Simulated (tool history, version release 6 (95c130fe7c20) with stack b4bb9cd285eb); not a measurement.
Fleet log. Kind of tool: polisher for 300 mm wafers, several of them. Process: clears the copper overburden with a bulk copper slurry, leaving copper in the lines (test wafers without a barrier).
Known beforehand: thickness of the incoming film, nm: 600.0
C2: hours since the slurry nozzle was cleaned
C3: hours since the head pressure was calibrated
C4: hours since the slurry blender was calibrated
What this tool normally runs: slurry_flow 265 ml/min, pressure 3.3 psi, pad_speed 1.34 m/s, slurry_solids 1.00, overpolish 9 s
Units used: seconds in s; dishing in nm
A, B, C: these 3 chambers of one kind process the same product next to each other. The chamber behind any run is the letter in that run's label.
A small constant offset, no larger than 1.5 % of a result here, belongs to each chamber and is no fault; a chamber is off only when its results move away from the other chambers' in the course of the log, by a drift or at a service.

Run 1B, hour 4.6: usual settings; wafers polished on this pad 61; C2 27.7; C3 771.3; C4 207.2. Result: seconds 38.029 s, dishing 80.428 nm.
At hour 8.3: chamber B: head pressure recalibrated.
Run 2A, hour 12.3: usual settings; wafers polished on this pad 866; C2 621.0; C3 196.0; C4 46.8. Result: seconds 38.530 s, dishing 79.941 nm.
Run 3C, hour 18.5: usual settings; wafers polished on this pad 1239; C2 117.5; C3 210.8; C4 35.5. Result: seconds 38.333 s, dishing 80.318 nm.
At hour 23.2: chamber A: worn pad replaced by a new one.
Run 4C, hour 27.2: usual settings; wafers polished on this pad 1347; C2 126.2; C3 219.5; C4 44.2. Result: seconds 38.825 s, dishing 81.280 nm.
Run 5A, hour 33.1: usual settings; wafers polished on this pad 124; C2 641.8; C3 216.8; C4 67.6. Result: seconds 38.738 s, dishing 80.725 nm.
Run 6B, hour 38.1: usual settings; wafers polished on this pad 478; C2 61.2; C3 29.8; C4 240.7. Result: seconds 38.626 s, dishing 81.133 nm.
At hour 39.6: chamber B: worn pad replaced by a new one.
At hour 42.8: chamber A: slurry nozzle cleaned.
Run 7C, hour 43.8: usual settings; wafers polished on this pad 1554; C2 142.8; C3 236.1; C4 60.8. Result: seconds 38.639 s, dishing 80.274 nm.
At hour 48.1: chamber C: worn pad replaced by a new one.
Run 8A, hour 52.6: usual settings; wafers polished on this pad 367; C2 9.9; C3 236.3; C4 87.1. Result: seconds 37.537 s, dishing 81.243 nm.
Run 9B, hour 59.8: usual settings; wafers polished on this pad 251; C2 82.9; C3 51.5; C4 262.4. Result: seconds 38.303 s, dishing 80.718 nm.
At hour 66.8: chamber A: slurry blender recalibrated.
Run 10A, hour 68.0: usual settings; wafers polished on this pad 559; C2 25.3; C3 251.7; C4 1.2. Result: seconds 39.098 s, dishing 80.704 nm.
Run 11C, hour 73.2: usual settings but pressure 2.3 psi, pad_speed 1.68 m/s; wafers polished on this pad 312; C2 172.2; C3 265.5; C4 90.2. Result: seconds 43.896 s, dishing 70.097 nm.
Run 12B, hour 78.0: usual settings but pressure 2.3 psi, pad_speed 1.68 m/s; wafers polished on this pad 478; C2 101.1; C3 69.7; C4 280.6. Result: seconds 44.507 s, dishing 70.779 nm.
At hour 82.2: chamber B: worn pad replaced by a new one.
Run 13A, hour 84.6: usual settings but pressure 2.3 psi, pad_speed 1.68 m/s; wafers polished on this pad 765; C2 41.9; C3 268.3; C4 17.8. Result: seconds 44.153 s, dishing 70.765 nm.
Run 14B, hour 89.8: usual settings; wafers polished on this pad 95; C2 112.9; C3 81.5; C4 292.4. Result: seconds 38.265 s, dishing 78.661 nm.
Run 15C, hour 95.7: usual settings; wafers polished on this pad 592; C2 194.7; C3 288.0; C4 112.7. Result: seconds 37.552 s, dishing 80.453 nm.
At hour 102.7: chamber A: worn pad replaced by a new one.
Run 16C, hour 103.0: usual settings but pressure 2.7 psi, pad_speed 1.60 m/s; wafers polished on this pad 683; C2 202.0; C3 295.3; C4 120.0. Result: seconds 39.306 s, dishing 75.316 nm.
At hour 105.4: chamber C: slurry nozzle cleaned.
Run 17A, hour 107.6: usual settings but pressure 2.7 psi, pad_speed 1.60 m/s; wafers polished on this pad 61; C2 64.9; C3 291.3; C4 40.8. Result: seconds 39.258 s, dishing 77.312 nm.
Run 18B, hour 112.6: usual settings but pressure 2.7 psi, pad_speed 1.60 m/s; wafers polished on this pad 379; C2 135.7; C3 104.3; C4 315.2. Result: seconds 39.555 s, dishing 76.391 nm.
Run 19C, hour 117.5: usual settings; wafers polished on this pad 864; C2 12.1; C3 309.8; C4 134.5. Result: seconds 38.110 s, dishing 78.665 nm.
At hour 119.5: chamber B: worn pad replaced by a new one.
Run 20A, hour 124.2: usual settings; wafers polished on this pad 268; C2 81.5; C3 307.9; C4 57.4. Result: seconds 37.787 s, dishing 81.550 nm.
Run 21B, hour 130.1: usual settings; wafers polished on this pad 132; C2 153.2; C3 121.8; C4 332.7. Result: seconds 37.976 s, dishing 82.238 nm.
Run 22A, hour 134.5: usual settings; wafers polished on this pad 396; C2 91.8; C3 318.2; C4 67.7. Result: seconds 38.317 s, dishing 79.752 nm.
Run 23B, hour 141.4: usual settings; wafers polished on this pad 273; C2 164.5; C3 133.1; C4 344.0. Result: seconds 37.973 s, dishing 82.403 nm.
At hour 149.4: chamber C: worn pad replaced by a new one.
Run 24C, hour 150.7: usual settings; wafers polished on this pad 17; C2 45.3; C3 343.0; C4 167.7. Result: seconds 38.212 s, dishing 78.587 nm.
At hour 153.1: chamber C: slurry blender recalibrated.
Run 25C, hour 158.8: usual settings; wafers polished on this pad 118; C2 53.4; C3 351.1; C4 5.8. Result: seconds 38.159 s, dishing 80.370 nm.
At hour 159.2: chamber B: worn pad replaced by a new one.
Run 26B, hour 163.3: usual settings; wafers polished on this pad 51; C2 186.4; C3 155.0; C4 365.9. Result: seconds 37.886 s, dishing 80.054 nm.
At hour 164.2: chamber A: slurry blender recalibrated.
Run 27A, hour 168.0: usual settings; wafers polished on this pad 814; C2 125.3; C3 351.7; C4 3.8. Result: seconds 38.085 s, dishing 80.770 nm.
Run 28B, hour 177.8: usual settings; wafers polished on this pad 231; C2 200.9; C3 169.5; C4 380.4. Result: seconds 38.282 s, dishing 81.042 nm.
Run 29A, hour 183.7: usual settings; wafers polished on this pad 1009; C2 141.0; C3 367.4; C4 19.5. Result: seconds 39.193 s, dishing 80.345 nm.
Run 30C, hour 190.8: usual settings; wafers polished on this pad 516; C2 85.4; C3 383.1; C4 37.8. Result: seconds 38.117 s, dishing 80.147 nm.
Run 31A, hour 197.5: usual settings; wafers polished on this pad 1181; C2 154.8; C3 381.2; C4 33.3. Result: seconds 38.125 s, dishing 80.660 nm.
At hour 198.7: chamber A: worn pad replaced by a new one.
Run 32C, hour 204.1: usual settings; wafers polished on this pad 682; C2 98.7; C3 396.4; C4 51.1. Result: seconds 38.902 s, dishing 80.127 nm.
At hour 208.4: chamber B: worn pad replaced by a new one.
Run 33B, hour 212.8: usual settings but slurry_flow 230 ml/min, slurry_solids 1.15; wafers polished on this pad 55; C2 235.9; C3 204.5; C4 415.4. Result: seconds 37.748 s, dishing 81.640 nm.
Run 34A, hour 217.1: usual settings but slurry_flow 230 ml/min, slurry_solids 1.15; wafers polished on this pad 230; C2 174.4; C3 400.8; C4 52.9. Result: seconds 37.404 s, dishing 82.973 nm.

All chambers now run identical settings, listed one chamber a line with results as question marks. What results will each chamber show?
Run 35A, hour 224.3: usual settings but slurry_solids 0.90. Result: seconds ?, dishing ?.
Run 35B, hour 224.3: usual settings but slurry_solids 0.90. Result: seconds ?, dishing ?.
Run 35C, hour 224.3: usual settings but slurry_solids 0.90. Result: seconds ?, dishing ?.

run  seconds  dishing
35A   39.141   78.473
35B   39.451   80.122
35C   38.896   78.743
